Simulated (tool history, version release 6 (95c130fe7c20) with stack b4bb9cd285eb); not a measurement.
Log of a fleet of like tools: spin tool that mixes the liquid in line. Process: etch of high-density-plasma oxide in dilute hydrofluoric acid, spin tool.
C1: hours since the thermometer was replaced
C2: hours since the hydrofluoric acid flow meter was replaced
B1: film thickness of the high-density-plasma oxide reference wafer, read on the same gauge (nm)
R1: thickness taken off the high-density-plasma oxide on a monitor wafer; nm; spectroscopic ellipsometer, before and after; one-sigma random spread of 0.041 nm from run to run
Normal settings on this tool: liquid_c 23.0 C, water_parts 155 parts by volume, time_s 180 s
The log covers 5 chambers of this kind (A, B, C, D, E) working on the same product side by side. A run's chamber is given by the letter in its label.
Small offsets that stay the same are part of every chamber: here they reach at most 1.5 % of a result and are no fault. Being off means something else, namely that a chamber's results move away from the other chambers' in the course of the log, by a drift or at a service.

Run 1C, hour 9.6: usual settings; C1 130.8; C2 204.7; B1 70.025. Result: R1 5.2779 nm.
Run 2E, hour 19.1: usual settings; C1 1025.4; C2 69.0; B1 70.027. Result: R1 5.3192 nm.
Run 3D, hour 26.0: usual settings; C1 619.7; C2 847.6; B1 70.003. Result: R1 5.3247 nm.
Run 4A, hour 37.8: usual settings; C1 1018.4; C2 364.5; B1 69.992. Result: R1 5.3343 nm.
Run 5B, hour 48.4: usual settings; C1 1246.1; C2 551.7; B1 70.043. Result: R1 5.2210 nm.
Run 6D, hour 59.8: usual settings; C1 653.5; C2 881.4; B1 69.995. Result: R1 5.3861 nm.
Run 7E, hour 67.3: usual settings; C1 1073.6; C2 117.2; B1 69.949. Result: R1 5.3862 nm.
Run 8A, hour 80.4: usual settings; C1 1061.0; C2 407.1; B1 69.976. Result: R1 5.3837 nm.
Run 9C, hour 88.0: usual settings; C1 209.2; C2 283.1; B1 69.968. Result: R1 5.2654 nm.
Run 10B, hour 98.8: usual settings but liquid_c 19.5 C, time_s 280 s; C1 1296.5; C2 602.1; B1 69.992. Result: R1 7.1393 nm.
Run 11E, hour 111.5: usual settings but liquid_c 19.5 C, time_s 280 s; C1 1117.8; C2 161.4; B1 70.031. Result: R1 7.3079 nm.
Run 12C, hour 118.8: usual settings but liquid_c 19.5 C, time_s 280 s; C1 240.0; C2 313.9; B1 70.024. Result: R1 7.0998 nm.
Run 13B, hour 126.8: usual settings but liquid_c 19.5 C, time_s 280 s; C1 1324.5; C2 630.1; B1 69.999. Result: R1 7.2827 nm.
Run 14A, hour 137.2: usual settings but liquid_c 19.5 C, time_s 280 s; C1 1117.8; C2 463.9; B1 69.990. Result: R1 7.2553 nm.
Run 15D, hour 146.7: usual settings; C1 740.4; C2 968.3; B1 69.993. Result: R1 5.3763 nm.
Run 16A, hour 156.9: usual settings; C1 1137.5; C2 483.6; B1 70.004. Result: R1 5.3913 nm.
Run 17C, hour 163.8: usual settings but time_s 150 s; C1 285.0; C2 358.9; B1 69.981. Result: R1 4.4148 nm.
Run 18B, hour 175.9: usual settings but time_s 150 s; C1 1373.6; C2 679.2; B1 70.003. Result: R1 4.4377 nm.
Run 19D, hour 184.6: usual settings but time_s 150 s; C1 778.3; C2 1006.2; B1 70.024. Result: R1 4.5155 nm.
Run 20E, hour 194.7: usual settings but time_s 150 s; C1 1201.0; C2 244.6; B1 69.982. Result: R1 4.4892 nm.
Run 21A, hour 203.0: usual settings but time_s 150 s; C1 1183.6; C2 529.7; B1 69.973. Result: R1 4.4569 nm.
Run 22C, hour 210.0: usual settings; C1 331.2; C2 405.1; B1 70.006. Result: R1 5.3602 nm.
Run 23E, hour 223.9: usual settings; C1 1230.2; C2 273.8; B1 70.014. Result: R1 5.3936 nm.
Run 24D, hour 237.6: usual settings; C1 831.3; C2 1059.2; B1 69.985. Result: R1 5.3031 nm.
Run 25B, hour 246.2: usual settings; C1 1443.9; C2 749.5; B1 70.017. Result: R1 5.5203 nm.
Run 26B, hour 256.5: usual settings; C1 1454.2; C2 759.8; B1 70.021. Result: R1 5.5637 nm.
Run 27D, hour 262.8: usual settings; C1 856.5; C2 1084.4; B1 70.002. Result: R1 5.3768 nm.
Run 28E, hour 270.5: usual settings; C1 1276.8; C2 320.4; B1 70.019. Result: R1 5.4010 nm.
Run 29A, hour 281.7: usual settings; C1 1262.3; C2 608.4; B1 70.017. Result: R1 5.3384 nm.
Run 30C, hour 291.3: usual settings; C1 412.5; C2 486.4; B1 69.991. Result: R1 5.2751 nm.
Run 31D, hour 303.0: usual settings; C1 896.7; C2 1124.6; B1 70.013. Result: R1 5.3655 nm.
Run 32A, hour 314.6: usual settings; C1 1295.2; C2 641.3; B1 70.026. Result: R1 5.4014 nm.
Run 33B, hour 326.9: usual settings but water_parts 110 parts by volume, time_s 245 s; C1 1524.6; C2 830.2; B1 69.963. Result: R1 11.3250 nm.
Run 34C, hour 336.8: usual settings but water_parts 110 parts by volume, time_s 245 s; C1 458.0; C2 531.9; B1 70.024. Result: R1 10.7400 nm.
Run 35E, hour 349.6: usual settings but water_parts 110 parts by volume, time_s 245 s; C1 1355.9; C2 399.5; B1 70.028. Result: R1 10.9560 nm.
Run 36E, hour 357.8: usual settings but water_parts 110 parts by volume, time_s 245 s; C1 1364.1; C2 407.7; B1 70.018. Result: R1 10.9260 nm.
Run 37D, hour 369.6: usual settings but water_parts 110 parts by volume, time_s 245 s; C1 963.3; C2 1191.2; B1 70.000. Result: R1 10.8860 nm.
Run 38B, hour 380.3: usual settings; C1 1578.0; C2 883.6; B1 70.019. Result: R1 5.6943 nm.
At hour 388.2: chamber D: hydrofluoric acid flow meter replaced.
Run 39C, hour 389.0: usual settings; C1 510.2; C2 584.1; B1 70.012. Result: R1 5.2788 nm.
Run 40A, hour 399.2: usual settings; C1 1379.8; C2 725.9; B1 70.016. Result: R1 5.3220 nm.
Run 41A, hour 405.5: usual settings; C1 1386.1; C2 732.2; B1 70.040. Result: R1 5.3235 nm.
Run 42C, hour 411.8: usual settings but water_parts 185 parts by volume, time_s 265 s; C1 533.0; C2 606.9; B1 70.003. Result: R1 6.2580 nm.
Run 43D, hour 418.8: usual settings but water_parts 185 parts by volume, time_s 265 s; C1 1012.5; C2 30.6; B1 70.026. Result: R1 6.3833 nm.

All 5 chambers run these settings next. Forecast each chamber's results:
Run 44A, hour 428.7: usual settings. Result: R1 ?.
Run 44B, hour 428.7: usual settings. Result: R1 ?.
Run 44C, hour 428.7: usual settings. Result: R1 ?.
Run 44D, hour 428.7: usual settings. Result: R1 ?.
Run 44E, hour 428.7: usual settings. Result: R1 ?.

run      R1
44A  5.3780
44B  5.7928
44C  5.2656
44D  5.3278
44E  5.3365

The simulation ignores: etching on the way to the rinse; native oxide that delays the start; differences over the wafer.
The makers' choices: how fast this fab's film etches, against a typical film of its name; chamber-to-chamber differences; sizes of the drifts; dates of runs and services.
